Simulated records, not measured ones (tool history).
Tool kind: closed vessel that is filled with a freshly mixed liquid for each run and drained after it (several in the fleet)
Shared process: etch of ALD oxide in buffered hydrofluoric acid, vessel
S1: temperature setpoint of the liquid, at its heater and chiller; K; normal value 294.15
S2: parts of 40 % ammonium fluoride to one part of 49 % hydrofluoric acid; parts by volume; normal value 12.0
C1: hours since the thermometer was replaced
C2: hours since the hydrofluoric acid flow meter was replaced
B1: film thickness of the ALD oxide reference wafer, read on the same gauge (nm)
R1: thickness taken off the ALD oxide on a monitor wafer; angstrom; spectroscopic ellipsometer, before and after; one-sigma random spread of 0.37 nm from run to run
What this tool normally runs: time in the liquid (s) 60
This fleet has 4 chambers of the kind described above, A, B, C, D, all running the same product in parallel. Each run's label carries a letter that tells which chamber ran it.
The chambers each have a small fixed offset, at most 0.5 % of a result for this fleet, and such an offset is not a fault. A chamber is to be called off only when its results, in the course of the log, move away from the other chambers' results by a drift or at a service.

Run 1C, hour 3.3: usual settings; C1 271.7; C2 281.6; B1 79.999. Result: R1 530.52 angstrom.
Run 2A, hour 9.5: usual settings; C1 1325.6; C2 188.0; B1 79.964. Result: R1 531.22 angstrom.
Run 3B, hour 12.5: usual settings; C1 1401.1; C2 70.0; B1 80.004. Result: R1 528.44 angstrom.
Run 4D, hour 18.8: usual settings; C1 1009.3; C2 200.0; B1 80.009. Result: R1 525.79 angstrom.
Run 5A, hour 21.9: usual settings; C1 1338.0; C2 200.4; B1 79.985. Result: R1 532.78 angstrom.
Run 6D, hour 26.5: usual settings; C1 1017.0; C2 207.7; B1 79.941. Result: R1 530.12 angstrom.
Run 7B, hour 32.8: usual settings; C1 1421.4; C2 90.3; B1 80.000. Result: R1 522.34 angstrom.
Run 8C, hour 36.9: usual settings; C1 305.3; C2 315.2; B1 79.940. Result: R1 528.27 angstrom.
Run 9D, hour 41.8: usual settings; C1 1032.3; C2 223.0; B1 80.019. Result: R1 525.41 angstrom.
Run 10B, hour 46.7: usual settings; C1 1435.3; C2 104.2; B1 79.949. Result: R1 526.06 angstrom.
Run 11A, hour 52.6: usual settings; C1 1368.7; C2 231.1; B1 79.974. Result: R1 524.08 angstrom.
Run 12C, hour 57.6: usual settings but S2 17.0 parts by volume, time in the liquid (s) 30; C1 326.0; C2 335.9; B1 79.997. Result: R1 188.12 angstrom.
Run 13A, hour 61.0: usual settings but S2 17.0 parts by volume, time in the liquid (s) 30; C1 1377.1; C2 239.5; B1 80.052. Result: R1 188.51 angstrom.
Run 14C, hour 66.1: usual settings but S2 17.0 parts by volume, time in the liquid (s) 30; C1 334.5; C2 344.4; B1 80.040. Result: R1 190.38 angstrom.
Run 15D, hour 70.3: usual settings but S2 17.0 parts by volume, time in the liquid (s) 30; C1 1060.8; C2 251.5; B1 79.991. Result: R1 187.90 angstrom.
Run 16B, hour 74.2: usual settings; C1 1462.8; C2 131.7; B1 79.980. Result: R1 530.35 angstrom.
Run 17A, hour 78.0: usual settings; C1 1394.1; C2 256.5; B1 79.968. Result: R1 534.99 angstrom.
Run 18B, hour 82.5: usual settings; C1 1471.1; C2 140.0; B1 80.005. Result: R1 526.77 angstrom.
Run 19C, hour 88.7: usual settings; C1 357.1; C2 367.0; B1 79.930. Result: R1 550.99 angstrom.
Run 20D, hour 92.0: usual settings; C1 1082.5; C2 273.2; B1 80.047. Result: R1 533.31 angstrom.
Run 21A, hour 97.1: usual settings; C1 1413.2; C2 275.6; B1 80.032. Result: R1 530.85 angstrom.
Run 22B, hour 102.3: usual settings; C1 1490.9; C2 159.8; B1 80.024. Result: R1 533.56 angstrom.
Run 23D, hour 107.9: usual settings; C1 1098.4; C2 289.1; B1 79.986. Result: R1 530.02 angstrom.
Run 24C, hour 114.2: usual settings; C1 382.6; C2 392.5; B1 79.986. Result: R1 557.40 angstrom.
Run 25C, hour 118.5: usual settings; C1 386.9; C2 396.8; B1 80.042. Result: R1 554.63 angstrom.
Run 26A, hour 121.8: usual settings; C1 1437.9; C2 300.3; B1 79.995. Result: R1 529.96 angstrom.
Run 27B, hour 127.7: usual settings; C1 1516.3; C2 185.2; B1 80.018. Result: R1 526.15 angstrom.
Run 28D, hour 132.7: usual settings but S2 14.0 parts by volume, time in the liquid (s) 40; C1 1123.2; C2 313.9; B1 80.023. Result: R1 302.80 angstrom.
Run 29B, hour 137.2: usual settings but S2 14.0 parts by volume, time in the liquid (s) 40; C1 1525.8; C2 194.7; B1 79.971. Result: R1 308.43 angstrom.
Run 30D, hour 141.4: usual settings but S2 14.0 parts by volume, time in the liquid (s) 40; C1 1131.9; C2 322.6; B1 80.020. Result: R1 304.77 angstrom.
Run 31C, hour 147.2: usual settings but S2 14.0 parts by volume, time in the liquid (s) 40; C1 415.6; C2 425.5; B1 80.041. Result: R1 324.74 angstrom.
Run 32A, hour 151.8: usual settings; C1 1467.9; C2 330.3; B1 80.019. Result: R1 531.10 angstrom.
Run 33B, hour 157.8: usual settings; C1 1546.4; C2 215.3; B1 79.988. Result: R1 532.20 angstrom.
Run 34D, hour 164.3: usual settings but S2 13.5 parts by volume; C1 1154.8; C2 345.5; B1 79.996. Result: R1 472.73 angstrom.
Run 35C, hour 169.0: usual settings but S2 13.5 parts by volume; C1 437.4; C2 447.3; B1 79.993. Result: R1 516.06 angstrom.
Run 36A, hour 173.1: usual settings but S2 13.5 parts by volume; C1 1489.2; C2 351.6; B1 79.992. Result: R1 470.71 angstrom.

Decide between three cases: one chamber stands off from its peers, the gauge reading all wafers drifts, or nothing is wrong past each chamber's small offset. Where a chamber is off, say which and what most likely put it there.

It is chamber C that slowly wanders off from its peers.
Most likely cause: hydrofluoric acid flow above the setpoint (%) = 9.91.
The log may not separate it from: liquid hotter than its thermometer reads (K).

Chamber C could run next with any of the 4 candidate recipes listed below; each alters the usual settings, and their results appear as question marks. Which one brings its results back in line with what the other chambers deliver on the usual settings?
To be in line, a result may differ from the other chambers' mean on the usual settings by at most: R1 13.00 angstrom
Run 37C-1, hour 177.7: usual settings but S1 295.65 K. Result: R1 ?.
Run 37C-2, hour 177.7: usual settings but time in the liquid (s) 55. Result: R1 ?.
Run 37C-3, hour 177.7: usual settings but S2 12.5 parts by volume. Result: R1 ?.
Run 37C-4, hour 177.7: usual settings but S2 11.5 parts by volume. Result: R1 ?.

Mean of the other chambers on the usual settings: R1 529.86 angstrom
  run      R1
37C-1  630.76
37C-2  531.85
37C-3  557.34
37C-4  605.06
37C-2 puts the chamber back in line with the other chambers.

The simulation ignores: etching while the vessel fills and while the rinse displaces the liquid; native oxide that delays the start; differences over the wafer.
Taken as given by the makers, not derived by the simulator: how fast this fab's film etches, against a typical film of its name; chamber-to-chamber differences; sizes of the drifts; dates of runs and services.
